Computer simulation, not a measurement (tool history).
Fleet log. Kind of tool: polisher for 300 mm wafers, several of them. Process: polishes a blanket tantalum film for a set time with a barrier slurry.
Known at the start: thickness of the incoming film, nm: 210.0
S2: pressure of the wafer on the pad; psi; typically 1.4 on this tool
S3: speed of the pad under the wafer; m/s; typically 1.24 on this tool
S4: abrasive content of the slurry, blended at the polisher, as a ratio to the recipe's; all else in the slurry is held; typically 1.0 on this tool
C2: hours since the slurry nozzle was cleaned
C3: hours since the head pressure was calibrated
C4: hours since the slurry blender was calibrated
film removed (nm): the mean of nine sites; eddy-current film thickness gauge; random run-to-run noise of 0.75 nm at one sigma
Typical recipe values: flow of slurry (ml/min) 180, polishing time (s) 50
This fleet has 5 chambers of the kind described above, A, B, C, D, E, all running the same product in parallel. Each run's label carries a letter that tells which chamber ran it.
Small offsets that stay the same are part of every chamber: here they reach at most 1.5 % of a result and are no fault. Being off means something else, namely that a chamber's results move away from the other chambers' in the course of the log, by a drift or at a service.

{"day": 0.1, "done": "chamber C: worn pad replaced by a new one"}
{"day": 0.229, "done": "chamber A: worn pad replaced by a new one"}
{"run": "1E", "day": 0.654, "flow of slurry (ml/min)": 180, "S2": 1.4, "S3": 1.24, "S4": 1.0, "polishing time (s)": 50, "wafers polished on this pad": 367, "C2": 69.8, "C3": 1424.0, "C4": 152.1, "film removed (nm)": 62.474}
{"day": 0.738, "done": "chamber A: head pressure recalibrated"}
{"run": "2A", "day": 0.958, "flow of slurry (ml/min)": 180, "S2": 1.4, "S3": 1.24, "S4": 1.0, "polishing time (s)": 50, "wafers polished on this pad": 145, "C2": 206.5, "C3": 5.4, "C4": 24.4, "film removed (nm)": 63.557}
{"day": 1.142, "done": "chamber E: slurry blender recalibrated"}
{"run": "3B", "day": 1.525, "flow of slurry (ml/min)": 180, "S2": 1.4, "S3": 1.24, "S4": 1.0, "polishing time (s)": 50, "wafers polished on this pad": 561, "C2": 504.8, "C3": 971.6, "C4": 351.3, "film removed (nm)": 61.84}
{"run": "4C", "day": 2.112, "flow of slurry (ml/min)": 180, "S2": 1.4, "S3": 1.24, "S4": 1.0, "polishing time (s)": 50, "wafers polished on this pad": 400, "C2": 139.4, "C3": 287.3, "C4": 389.2, "film removed (nm)": 62.006}
{"run": "5D", "day": 2.6, "flow of slurry (ml/min)": 180, "S2": 1.4, "S3": 1.24, "S4": 1.0, "polishing time (s)": 50, "wafers polished on this pad": 517, "C2": 276.3, "C3": 1226.3, "C4": 121.7, "film removed (nm)": 61.515}
{"run": "6A", "day": 2.954, "flow of slurry (ml/min)": 180, "S2": 1.4, "S3": 1.24, "S4": 1.0, "polishing time (s)": 50, "wafers polished on this pad": 542, "C2": 254.4, "C3": 53.3, "C4": 72.3, "film removed (nm)": 62.778}
{"day": 3.212, "done": "chamber D: worn pad replaced by a new one"}
{"run": "7C", "day": 3.5, "flow of slurry (ml/min)": 180, "S2": 1.4, "S3": 1.24, "S4": 1.0, "polishing time (s)": 50, "wafers polished on this pad": 676, "C2": 172.7, "C3": 320.6, "C4": 422.5, "film removed (nm)": 62.409}
{"day": 3.896, "done": "chamber C: worn pad replaced by a new one"}
{"run": "8E", "day": 3.904, "flow of slurry (ml/min)": 180, "S2": 1.4, "S3": 1.24, "S4": 1.0, "polishing time (s)": 50, "wafers polished on this pad": 1013, "C2": 147.8, "C3": 1502.0, "C4": 66.3, "film removed (nm)": 61.147}
{"run": "9D", "day": 4.446, "flow of slurry (ml/min)": 180, "S2": 1.4, "S3": 1.44, "S4": 0.7, "polishing time (s)": 50, "wafers polished on this pad": 245, "C2": 320.6, "C3": 1270.6, "C4": 166.0, "film removed (nm)": 63.472}
{"run": "10B", "day": 4.917, "flow of slurry (ml/min)": 180, "S2": 1.4, "S3": 1.44, "S4": 0.7, "polishing time (s)": 50, "wafers polished on this pad": 1236, "C2": 586.2, "C3": 1053.0, "C4": 432.7, "film removed (nm)": 64.176}
{"day": 5.062, "done": "chamber E: worn pad replaced by a new one"}
{"day": 5.408, "done": "chamber B: slurry blender recalibrated"}
{"run": "11D", "day": 5.425, "flow of slurry (ml/min)": 180, "S2": 1.4, "S3": 1.44, "S4": 0.7, "polishing time (s)": 50, "wafers polished on this pad": 440, "C2": 344.1, "C3": 1294.1, "C4": 189.5, "film removed (nm)": 64.207}
{"day": 5.442, "done": "chamber D: slurry blender recalibrated"}
{"day": 5.529, "done": "chamber A: slurry blender recalibrated"}
{"day": 5.779, "done": "chamber C: slurry blender recalibrated"}
{"run": "12C", "day": 5.942, "flow of slurry (ml/min)": 180, "S2": 1.4, "S3": 1.44, "S4": 0.7, "polishing time (s)": 50, "wafers polished on this pad": 406, "C2": 231.3, "C3": 379.2, "C4": 4.0, "film removed (nm)": 63.951}
{"day": 6.075, "done": "chamber B: worn pad replaced by a new one"}
{"run": "13E", "day": 6.304, "flow of slurry (ml/min)": 180, "S2": 1.4, "S3": 1.44, "S4": 0.7, "polishing time (s)": 50, "wafers polished on this pad": 246, "C2": 205.4, "C3": 1559.6, "C4": 123.9, "film removed (nm)": 65.619}
{"run": "14A", "day": 6.617, "flow of slurry (ml/min)": 180, "S2": 1.4, "S3": 1.24, "S4": 1.0, "polishing time (s)": 50, "wafers polished on this pad": 1270, "C2": 342.3, "C3": 141.2, "C4": 26.1, "film removed (nm)": 61.752}
{"day": 6.779, "done": "chamber A: worn pad replaced by a new one"}
{"day": 6.867, "done": "chamber D: worn pad replaced by a new one"}
{"run": "15B", "day": 7.204, "flow of slurry (ml/min)": 180, "S2": 1.4, "S3": 1.24, "S4": 1.0, "polishing time (s)": 50, "wafers polished on this pad": 225, "C2": 641.1, "C3": 1107.9, "C4": 43.1, "film removed (nm)": 63.735}
{"day": 7.483, "done": "chamber E: slurry blender recalibrated"}
{"run": "16C", "day": 7.583, "flow of slurry (ml/min)": 180, "S2": 1.4, "S3": 1.24, "S4": 1.0, "polishing time (s)": 50, "wafers polished on this pad": 733, "C2": 270.7, "C3": 418.6, "C4": 43.4, "film removed (nm)": 62.727}
{"day": 7.604, "done": "chamber E: head pressure recalibrated"}
{"day": 7.85, "done": "chamber C: worn pad replaced by a new one"}
{"day": 8.025, "done": "chamber A: slurry nozzle cleaned"}
{"run": "17E", "day": 8.238, "flow of slurry (ml/min)": 180, "S2": 1.4, "S3": 1.24, "S4": 1.0, "polishing time (s)": 50, "wafers polished on this pad": 631, "C2": 251.8, "C3": 15.2, "C4": 18.2, "film removed (nm)": 55.841}
{"run": "18B", "day": 8.65, "flow of slurry (ml/min)": 180, "S2": 1.1, "S3": 1.24, "S4": 1.0, "polishing time (s)": 50, "wafers polished on this pad": 512, "C2": 675.8, "C3": 1142.6, "C4": 77.8, "film removed (nm)": 49.41}
{"run": "19D", "day": 9.204, "flow of slurry (ml/min)": 180, "S2": 1.1, "S3": 1.24, "S4": 1.0, "polishing time (s)": 50, "wafers polished on this pad": 464, "C2": 434.8, "C3": 1384.8, "C4": 90.4, "film removed (nm)": 48.842}
{"run": "20A", "day": 9.55, "flow of slurry (ml/min)": 180, "S2": 1.1, "S3": 1.24, "S4": 1.0, "polishing time (s)": 50, "wafers polished on this pad": 551, "C2": 36.7, "C3": 211.6, "C4": 96.5, "film removed (nm)": 48.401}
{"day": 9.588, "done": "chamber B: head pressure recalibrated"}
{"day": 9.792, "done": "chamber D: head pressure recalibrated"}
{"day": 10.104, "done": "chamber B: slurry nozzle cleaned"}
{"day": 10.138, "done": "chamber C: head pressure recalibrated"}
{"run": "21B", "day": 10.204, "flow of slurry (ml/min)": 180, "S2": 1.1, "S3": 1.24, "S4": 1.0, "polishing time (s)": 50, "wafers polished on this pad": 822, "C2": 2.5, "C3": 14.9, "C4": 115.1, "film removed (nm)": 47.888}
{"day": 10.471, "done": "chamber E: worn pad replaced by a new one"}
{"day": 10.55, "done": "chamber A: slurry blender recalibrated"}
{"day": 10.629, "done": "chamber D: worn pad replaced by a new one"}
{"run": "22C", "day": 10.712, "flow of slurry (ml/min)": 180, "S2": 1.1, "S3": 1.24, "S4": 1.0, "polishing time (s)": 50, "wafers polished on this pad": 569, "C2": 345.8, "C3": 13.9, "C4": 118.5, "film removed (nm)": 49.507}
{"day": 10.938, "done": "chamber C: worn pad replaced by a new one"}
{"run": "23A", "day": 11.312, "flow of slurry (ml/min)": 180, "S2": 1.4, "S3": 1.24, "S4": 1.0, "polishing time (s)": 50, "wafers polished on this pad": 902, "C2": 79.0, "C3": 253.9, "C4": 18.3, "film removed (nm)": 63.713}
{"day": 11.633, "done": "chamber E: slurry nozzle cleaned"}
{"run": "24D", "day": 11.817, "flow of slurry (ml/min)": 180, "S2": 1.4, "S3": 1.24, "S4": 1.0, "polishing time (s)": 50, "wafers polished on this pad": 236, "C2": 497.5, "C3": 48.6, "C4": 153.1, "film removed (nm)": 62.863}
{"run": "25E", "day": 12.233, "flow of slurry (ml/min)": 240, "S2": 1.2, "S3": 1.24, "S4": 1.0, "polishing time (s)": 50, "wafers polished on this pad": 351, "C2": 14.5, "C3": 111.1, "C4": 114.1, "film removed (nm)": 49.609}
{"run": "26D", "day": 12.525, "flow of slurry (ml/min)": 240, "S2": 1.2, "S3": 1.24, "S4": 1.0, "polishing time (s)": 50, "wafers polished on this pad": 377, "C2": 514.5, "C3": 65.6, "C4": 170.1, "film removed (nm)": 55.061}
{"run": "27B", "day": 13.05, "flow of slurry (ml/min)": 240, "S2": 1.2, "S3": 1.24, "S4": 1.0, "polishing time (s)": 50, "wafers polished on this pad": 1388, "C2": 70.8, "C3": 83.2, "C4": 183.4, "film removed (nm)": 54.979}
{"run": "28E", "day": 13.425, "flow of slurry (ml/min)": 240, "S2": 1.2, "S3": 1.24, "S4": 1.0, "polishing time (s)": 50, "wafers polished on this pad": 588, "C2": 43.1, "C3": 139.7, "C4": 142.7, "film removed (nm)": 49.763}
{"day": 13.488, "done": "chamber D: slurry nozzle cleaned"}
{"day": 13.546, "done": "chamber B: worn pad replaced by a new one"}
{"day": 13.633, "done": "chamber E: slurry blender recalibrated"}
{"day": 13.667, "done": "chamber A: worn pad replaced by a new one"}
{"run": "29A", "day": 13.983, "flow of slurry (ml/min)": 240, "S2": 1.2, "S3": 1.24, "S4": 1.0, "polishing time (s)": 50, "wafers polished on this pad": 63, "C2": 143.1, "C3": 318.0, "C4": 82.4, "film removed (nm)": 56.035}
{"day": 14.208, "done": "chamber C: worn pad replaced by a new one"}
{"day": 14.271, "done": "chamber D: worn pad replaced by a new one"}
{"run": "30C", "day": 14.608, "flow of slurry (ml/min)": 180, "S2": 1.4, "S3": 1.24, "S4": 1.0, "polishing time (s)": 50, "wafers polished on this pad": 79, "C2": 439.3, "C3": 107.4, "C4": 212.0, "film removed (nm)": 61.228}
{"day": 14.883, "done": "chamber D: slurry blender recalibrated"}
{"run": "31B", "day": 14.896, "flow of slurry (ml/min)": 180, "S2": 1.4, "S3": 1.24, "S4": 1.0, "polishing time (s)": 50, "wafers polished on this pad": 268, "C2": 115.1, "C3": 127.5, "C4": 227.7, "film removed (nm)": 63.274}
{"run": "32E", "day": 15.367, "flow of slurry (ml/min)": 180, "S2": 1.4, "S3": 1.24, "S4": 1.0, "polishing time (s)": 50, "wafers polished on this pad": 974, "C2": 89.7, "C3": 186.3, "C4": 41.6, "film removed (nm)": 55.17}
{"run": "33D", "day": 15.858, "flow of slurry (ml/min)": 180, "S2": 1.4, "S3": 1.24, "S4": 1.0, "polishing time (s)": 50, "wafers polished on this pad": 316, "C2": 57.0, "C3": 145.6, "C4": 23.5, "film removed (nm)": 61.847}
{"day": 16.025, "done": "chamber A: slurry blender recalibrated"}
{"run": "34A", "day": 16.429, "flow of slurry (ml/min)": 180, "S2": 1.4, "S3": 1.24, "S4": 1.0, "polishing time (s)": 50, "wafers polished on this pad": 549, "C2": 201.8, "C3": 376.7, "C4": 9.7, "film removed (nm)": 63.753}
{"day": 16.883, "done": "chamber E: worn pad replaced by a new one"}
{"run": "35C", "day": 16.95, "flow of slurry (ml/min)": 180, "S2": 1.4, "S3": 1.24, "S4": 0.8, "polishing time (s)": 50, "wafers polished on this pad": 545, "C2": 495.5, "C3": 163.6, "C4": 268.2, "film removed (nm)": 58.412}
{"run": "36B", "day": 17.592, "flow of slurry (ml/min)": 180, "S2": 1.4, "S3": 1.24, "S4": 0.8, "polishing time (s)": 50, "wafers polished on this pad": 804, "C2": 179.8, "C3": 192.2, "C4": 292.4, "film removed (nm)": 57.629}
{"run": "37E", "day": 18.096, "flow of slurry (ml/min)": 180, "S2": 1.4, "S3": 1.24, "S4": 0.8, "polishing time (s)": 50, "wafers polished on this pad": 241, "C2": 155.2, "C3": 251.8, "C4": 107.1, "film removed (nm)": 52.714}

Decide between three cases: one chamber stands off from its peers, the gauge reading all wafers drifts, or nothing is wrong past each chamber's small offset. Where a chamber is off, say which and what most likely put it there.

Chamber E came out of a service off from its peers and stayed that way.
What lies behind it: head's pressure below its setpoint, % = 10.7.

Chamber E could run next with any of the 4 candidate recipes listed below; each alters the usual settings, and their results appear as question marks. Which one brings its results back in line with what the other chambers deliver on the usual settings?
In line here means within this much of the mean the other chambers give on the usual settings: film removed (nm) 2.600
{"run": "38E-1", "day": 18.567, "flow of slurry (ml/min)": 180, "S2": 1.4, "S3": 1.22, "S4": 1.0, "polishing time (s)": 49, "film removed (nm)": "?"}
{"run": "38E-2", "day": 18.567, "flow of slurry (ml/min)": 180, "S2": 1.4, "S3": 1.28, "S4": 1.0, "polishing time (s)": 50, "film removed (nm)": "?"}
{"run": "38E-3", "day": 18.567, "flow of slurry (ml/min)": 180, "S2": 1.4, "S3": 1.18, "S4": 1.0, "polishing time (s)": 47, "film removed (nm)": "?"}
{"run": "38E-4", "day": 18.567, "flow of slurry (ml/min)": 180, "S2": 1.4, "S3": 1.3, "S4": 1.0, "polishing time (s)": 53, "film removed (nm)": "?"}

Other chambers, usual settings, mean: film removed (nm) 62.181
run=38E-1 film_removed_(nm)=53.556
run=38E-2 film_removed_(nm)=57.312
run=38E-3 film_removed_(nm)=49.701
run=38E-4 film_removed_(nm)=61.692
With 38E-4, the chamber falls back in line with the rest.
